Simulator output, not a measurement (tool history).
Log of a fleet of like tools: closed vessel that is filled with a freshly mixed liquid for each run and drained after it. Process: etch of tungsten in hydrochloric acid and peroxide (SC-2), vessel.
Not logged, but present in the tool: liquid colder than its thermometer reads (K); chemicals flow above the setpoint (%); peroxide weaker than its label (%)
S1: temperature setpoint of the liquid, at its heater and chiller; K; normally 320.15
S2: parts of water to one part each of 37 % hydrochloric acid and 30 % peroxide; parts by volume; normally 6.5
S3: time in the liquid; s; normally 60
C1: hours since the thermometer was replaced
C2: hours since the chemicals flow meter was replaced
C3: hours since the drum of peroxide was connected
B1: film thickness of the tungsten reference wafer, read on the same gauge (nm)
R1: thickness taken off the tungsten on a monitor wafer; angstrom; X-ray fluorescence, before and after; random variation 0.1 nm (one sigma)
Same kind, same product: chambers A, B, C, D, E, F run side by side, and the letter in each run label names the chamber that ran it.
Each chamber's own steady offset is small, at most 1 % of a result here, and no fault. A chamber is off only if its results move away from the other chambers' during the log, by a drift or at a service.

{"run": "1B", "hour": 2.8, "S1": 320.15, "S2": 6.5, "S3": 60, "C1": 1931.4, "C2": 852.5, "C3": 475.4, "B1": 150.0, "R1": 204.24}
{"run": "2A", "hour": 4.9, "S1": 320.15, "S2": 6.5, "S3": 60, "C1": 2226.3, "C2": 877.0, "C3": 603.7, "B1": 150.0, "R1": 205.49}
{"run": "3E", "hour": 9.0, "S1": 320.15, "S2": 6.5, "S3": 60, "C1": 1530.7, "C2": 1282.9, "C3": 95.9, "B1": 150.0, "R1": 205.91}
{"run": "4C", "hour": 10.9, "S1": 320.15, "S2": 6.5, "S3": 60, "C1": 1930.6, "C2": 260.5, "C3": 111.9, "B1": 150.0, "R1": 204.45}
{"run": "5F", "hour": 13.3, "S1": 320.15, "S2": 6.5, "S3": 60, "C1": 846.4, "C2": 150.5, "C3": 497.8, "B1": 149.99, "R1": 206.27}
{"run": "6D", "hour": 15.5, "S1": 320.15, "S2": 6.5, "S3": 60, "C1": 54.2, "C2": 871.4, "C3": 483.4, "B1": 149.99, "R1": 206.9}
{"run": "7D", "hour": 18.3, "S1": 320.15, "S2": 4.5, "S3": 60, "C1": 57.0, "C2": 874.2, "C3": 486.2, "B1": 150.0, "R1": 269.18}
{"run": "8F", "hour": 21.6, "S1": 320.15, "S2": 4.5, "S3": 60, "C1": 854.7, "C2": 158.8, "C3": 506.1, "B1": 150.01, "R1": 270.44}
{"run": "9B", "hour": 24.5, "S1": 320.15, "S2": 4.5, "S3": 60, "C1": 1953.1, "C2": 874.2, "C3": 497.1, "B1": 150.01, "R1": 264.74}
{"run": "10C", "hour": 27.3, "S1": 320.15, "S2": 4.5, "S3": 60, "C1": 1947.0, "C2": 276.9, "C3": 128.3, "B1": 150.0, "R1": 269.6}
{"run": "11A", "hour": 30.2, "S1": 320.15, "S2": 4.5, "S3": 60, "C1": 2251.6, "C2": 902.3, "C3": 629.0, "B1": 149.99, "R1": 269.72}
{"run": "12E", "hour": 34.2, "S1": 320.15, "S2": 4.5, "S3": 60, "C1": 1555.9, "C2": 1308.1, "C3": 121.1, "B1": 150.0, "R1": 269.6}
{"run": "13E", "hour": 36.3, "S1": 325.65, "S2": 8.0, "S3": 60, "C1": 1558.0, "C2": 1310.2, "C3": 123.2, "B1": 149.99, "R1": 251.87}
{"run": "14D", "hour": 40.1, "S1": 325.65, "S2": 8.0, "S3": 60, "C1": 78.8, "C2": 896.0, "C3": 508.0, "B1": 150.0, "R1": 251.61}
{"run": "15B", "hour": 41.9, "S1": 325.65, "S2": 8.0, "S3": 60, "C1": 1970.5, "C2": 891.6, "C3": 514.5, "B1": 150.0, "R1": 252.23}
{"run": "16F", "hour": 45.1, "S1": 325.65, "S2": 8.0, "S3": 60, "C1": 878.2, "C2": 182.3, "C3": 529.6, "B1": 150.0, "R1": 250.16}
{"run": "17A", "hour": 47.6, "S1": 325.65, "S2": 8.0, "S3": 60, "C1": 2269.0, "C2": 919.7, "C3": 646.4, "B1": 150.0, "R1": 251.85}
{"run": "18C", "hour": 50.2, "S1": 325.65, "S2": 8.0, "S3": 60, "C1": 1969.9, "C2": 299.8, "C3": 151.2, "B1": 149.98, "R1": 256.09}
{"run": "19B", "hour": 54.2, "S1": 320.15, "S2": 6.5, "S3": 60, "C1": 1982.8, "C2": 903.9, "C3": 526.8, "B1": 150.01, "R1": 205.3}
{"run": "20C", "hour": 58.2, "S1": 320.15, "S2": 6.5, "S3": 60, "C1": 1977.9, "C2": 307.8, "C3": 159.2, "B1": 149.99, "R1": 209.52}
{"run": "21E", "hour": 60.3, "S1": 320.15, "S2": 6.5, "S3": 60, "C1": 1582.0, "C2": 1334.2, "C3": 147.2, "B1": 150.0, "R1": 206.11}
{"run": "22F", "hour": 63.5, "S1": 320.15, "S2": 6.5, "S3": 60, "C1": 896.6, "C2": 200.7, "C3": 548.0, "B1": 149.99, "R1": 206.09}
{"run": "23D", "hour": 67.4, "S1": 320.15, "S2": 6.5, "S3": 60, "C1": 106.1, "C2": 923.3, "C3": 535.3, "B1": 150.0, "R1": 206.06}
{"run": "24A", "hour": 70.2, "S1": 320.15, "S2": 6.5, "S3": 60, "C1": 2291.6, "C2": 942.3, "C3": 669.0, "B1": 150.0, "R1": 204.7}
{"run": "25B", "hour": 74.4, "S1": 320.15, "S2": 6.5, "S3": 60, "C1": 2003.0, "C2": 924.1, "C3": 547.0, "B1": 150.01, "R1": 205.7}
{"run": "26D", "hour": 78.4, "S1": 320.15, "S2": 6.5, "S3": 60, "C1": 117.1, "C2": 934.3, "C3": 546.3, "B1": 150.01, "R1": 204.91}
{"run": "27A", "hour": 80.3, "S1": 320.15, "S2": 6.5, "S3": 60, "C1": 2301.7, "C2": 952.4, "C3": 679.1, "B1": 149.99, "R1": 204.77}
{"run": "28E", "hour": 82.8, "S1": 320.15, "S2": 6.5, "S3": 60, "C1": 1604.5, "C2": 1356.7, "C3": 169.7, "B1": 150.01, "R1": 207.47}
{"run": "29F", "hour": 86.0, "S1": 320.15, "S2": 6.5, "S3": 60, "C1": 919.1, "C2": 223.2, "C3": 570.5, "B1": 150.01, "R1": 205.87}
{"hour": 87.3, "done": "chamber C: thermometer replaced"}
{"run": "30C", "hour": 89.5, "S1": 320.15, "S2": 6.5, "S3": 60, "C1": 2.2, "C2": 339.1, "C3": 190.5, "B1": 150.0, "R1": 216.95}
{"run": "31E", "hour": 91.5, "S1": 320.15, "S2": 6.5, "S3": 60, "C1": 1613.2, "C2": 1365.4, "C3": 178.4, "B1": 150.01, "R1": 204.96}
{"run": "32D", "hour": 95.3, "S1": 320.15, "S2": 6.5, "S3": 60, "C1": 134.0, "C2": 951.2, "C3": 563.2, "B1": 150.0, "R1": 206.2}
{"run": "33F", "hour": 98.8, "S1": 320.15, "S2": 6.5, "S3": 60, "C1": 931.9, "C2": 236.0, "C3": 583.3, "B1": 150.01, "R1": 204.73}
{"run": "34B", "hour": 101.0, "S1": 320.15, "S2": 6.5, "S3": 60, "C1": 2029.6, "C2": 950.7, "C3": 573.6, "B1": 149.99, "R1": 203.4}
{"run": "35A", "hour": 103.0, "S1": 320.15, "S2": 6.5, "S3": 60, "C1": 2324.4, "C2": 975.1, "C3": 701.8, "B1": 150.01, "R1": 205.74}
{"run": "36C", "hour": 107.1, "S1": 320.15, "S2": 6.5, "S3": 60, "C1": 19.8, "C2": 356.7, "C3": 208.1, "B1": 150.01, "R1": 217.98}
{"run": "37C", "hour": 110.6, "S1": 320.15, "S2": 6.5, "S3": 60, "C1": 23.3, "C2": 360.2, "C3": 211.6, "B1": 150.01, "R1": 219.24}
{"run": "38B", "hour": 113.1, "S1": 320.15, "S2": 6.5, "S3": 60, "C1": 2041.7, "C2": 962.8, "C3": 585.7, "B1": 149.99, "R1": 204.68}
{"run": "39D", "hour": 117.0, "S1": 320.15, "S2": 6.5, "S3": 60, "C1": 155.7, "C2": 972.9, "C3": 584.9, "B1": 150.02, "R1": 204.58}
{"run": "40F", "hour": 119.7, "S1": 320.15, "S2": 6.5, "S3": 60, "C1": 952.8, "C2": 256.9, "C3": 604.2, "B1": 149.98, "R1": 206.74}
{"run": "41A", "hour": 123.4, "S1": 320.15, "S2": 6.5, "S3": 60, "C1": 2344.8, "C2": 995.5, "C3": 722.2, "B1": 149.99, "R1": 205.0}

The same settings go to every chamber for the next run, one line per chamber below. Forecast the results for each:
{"run": "42A", "hour": 126.4, "S1": 320.15, "S2": 6.5, "S3": 75, "R1": "?"}
{"run": "42B", "hour": 126.4, "S1": 320.15, "S2": 6.5, "S3": 75, "R1": "?"}
{"run": "42C", "hour": 126.4, "S1": 320.15, "S2": 6.5, "S3": 75, "R1": "?"}
{"run": "42D", "hour": 126.4, "S1": 320.15, "S2": 6.5, "S3": 75, "R1": "?"}
{"run": "42E", "hour": 126.4, "S1": 320.15, "S2": 6.5, "S3": 75, "R1": "?"}
{"run": "42F", "hour": 126.4, "S1": 320.15, "S2": 6.5, "S3": 75, "R1": "?"}

run=42A R1=255.39
run=42B R1=255.36
run=42C R1=276.65
run=42D R1=258.43
run=42E R1=258.09
run=42F R1=256.76
